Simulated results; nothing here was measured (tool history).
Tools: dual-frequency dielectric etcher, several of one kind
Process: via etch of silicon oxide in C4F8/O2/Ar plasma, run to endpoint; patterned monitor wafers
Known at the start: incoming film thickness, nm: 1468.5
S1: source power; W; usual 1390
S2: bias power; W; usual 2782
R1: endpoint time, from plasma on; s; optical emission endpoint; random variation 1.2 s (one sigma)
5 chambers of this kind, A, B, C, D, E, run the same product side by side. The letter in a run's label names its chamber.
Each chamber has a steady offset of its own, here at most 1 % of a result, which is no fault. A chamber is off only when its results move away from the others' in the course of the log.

Run 1A, day 0.375: usual settings. Result: R1 305.85 s.
Run 2B, day 0.721: usual settings. Result: R1 305.30 s.
Run 3C, day 1.188: usual settings. Result: R1 304.43 s.
Run 4E, day 1.671: usual settings. Result: R1 304.38 s.
Run 5D, day 2.100: usual settings but S1 1530 W, S2 3064 W. Result: R1 282.33 s.
Run 6E, day 2.379: usual settings but S1 1530 W, S2 3064 W. Result: R1 282.75 s.
Run 7D, day 2.721: usual settings but S1 1530 W, S2 3064 W. Result: R1 283.11 s.
Run 8C, day 3.058: usual settings but S1 1530 W, S2 3064 W. Result: R1 283.60 s.
Run 9A, day 3.317: usual settings but S1 1530 W, S2 3064 W. Result: R1 287.54 s.
Run 10B, day 3.721: usual settings. Result: R1 304.45 s.
Run 11D, day 4.042: usual settings but S1 1660 W. Result: R1 280.45 s.
Run 12A, day 4.521: usual settings but S1 1660 W. Result: R1 287.05 s.
Run 13B, day 4.988: usual settings but S1 1660 W. Result: R1 285.48 s.
Run 14E, day 5.246: usual settings but S1 1660 W. Result: R1 282.61 s.
Run 15C, day 5.679: usual settings but S1 1660 W. Result: R1 282.14 s.
Run 16A, day 6.004: usual settings. Result: R1 305.60 s.
At day 6.054: chamber A: wet clean of the chamber.
Run 17C, day 6.254: usual settings. Result: R1 302.44 s.
Run 18E, day 6.717: usual settings. Result: R1 304.35 s.
Run 19B, day 7.038: usual settings. Result: R1 305.39 s.
Run 20D, day 7.346: usual settings. Result: R1 303.07 s.
Run 21E, day 7.696: usual settings. Result: R1 306.39 s.
Run 22A, day 8.108: usual settings but S2 3302 W. Result: R1 298.18 s.
At day 8.258: chamber A: source power generator calibrated.
At day 8.454: chamber D: wet clean of the chamber.
Run 23D, day 8.533: usual settings but S2 3302 W. Result: R1 287.39 s.
Run 24B, day 8.942: usual settings but S2 3302 W. Result: R1 290.16 s.
Run 25C, day 9.267: usual settings but S2 3302 W. Result: R1 287.79 s.
Run 26A, day 9.688: usual settings but S2 3302 W. Result: R1 298.23 s.
Run 27B, day 10.079: usual settings. Result: R1 305.52 s.
Run 28E, day 10.458: usual settings. Result: R1 302.59 s.
Run 29C, day 10.788: usual settings. Result: R1 304.57 s.
Run 30D, day 11.150: usual settings. Result: R1 300.75 s.
Run 31E, day 11.371: usual settings. Result: R1 304.34 s.
Run 32B, day 11.617: usual settings. Result: R1 307.40 s.
Run 33A, day 11.850: usual settings but S1 1170 W. Result: R1 335.30 s.
Run 34C, day 12.321: usual settings but S1 1170 W. Result: R1 327.72 s.
Run 35D, day 12.562: usual settings but S1 1170 W. Result: R1 325.58 s.
Run 36B, day 12.983: usual settings but S1 1170 W. Result: R1 327.45 s.
Run 37E, day 13.342: usual settings but S1 1170 W. Result: R1 324.23 s.

What goes on in this fleet: one chamber off, a drifting gauge, or nothing beyond the chambers' own small offsets? Name the chamber and the cause, if any.

A service left chamber A off against the others.
Cause: etch rate under this chamber's usual, % = 3.31.

Here are 4 candidates for chamber A's next run, each the usual settings with a change, their results left as question marks. Which one brings its results back in line with what the others give on the usual settings?
In line means no further than this from the other chambers' mean on the usual settings: R1 4.20 s
Run 38A-1, day 13.688: usual settings but S1 1310 W, S2 2648 W. Result: R1 ?.
Run 38A-2, day 13.688: usual settings but S1 1560 W, S2 3050 W. Result: R1 ?.
Run 38A-3, day 13.688: usual settings but S2 3124 W. Result: R1 ?.
Run 38A-4, day 13.688: usual settings but S1 1220 W, S2 2514 W. Result: R1 ?.

The other chambers' mean on the usual settings: R1 304.21 s
  run      R1
38A-1  329.35
38A-2  294.64
38A-3  305.65
38A-4  343.99
38A-3 brings the chamber back in line.

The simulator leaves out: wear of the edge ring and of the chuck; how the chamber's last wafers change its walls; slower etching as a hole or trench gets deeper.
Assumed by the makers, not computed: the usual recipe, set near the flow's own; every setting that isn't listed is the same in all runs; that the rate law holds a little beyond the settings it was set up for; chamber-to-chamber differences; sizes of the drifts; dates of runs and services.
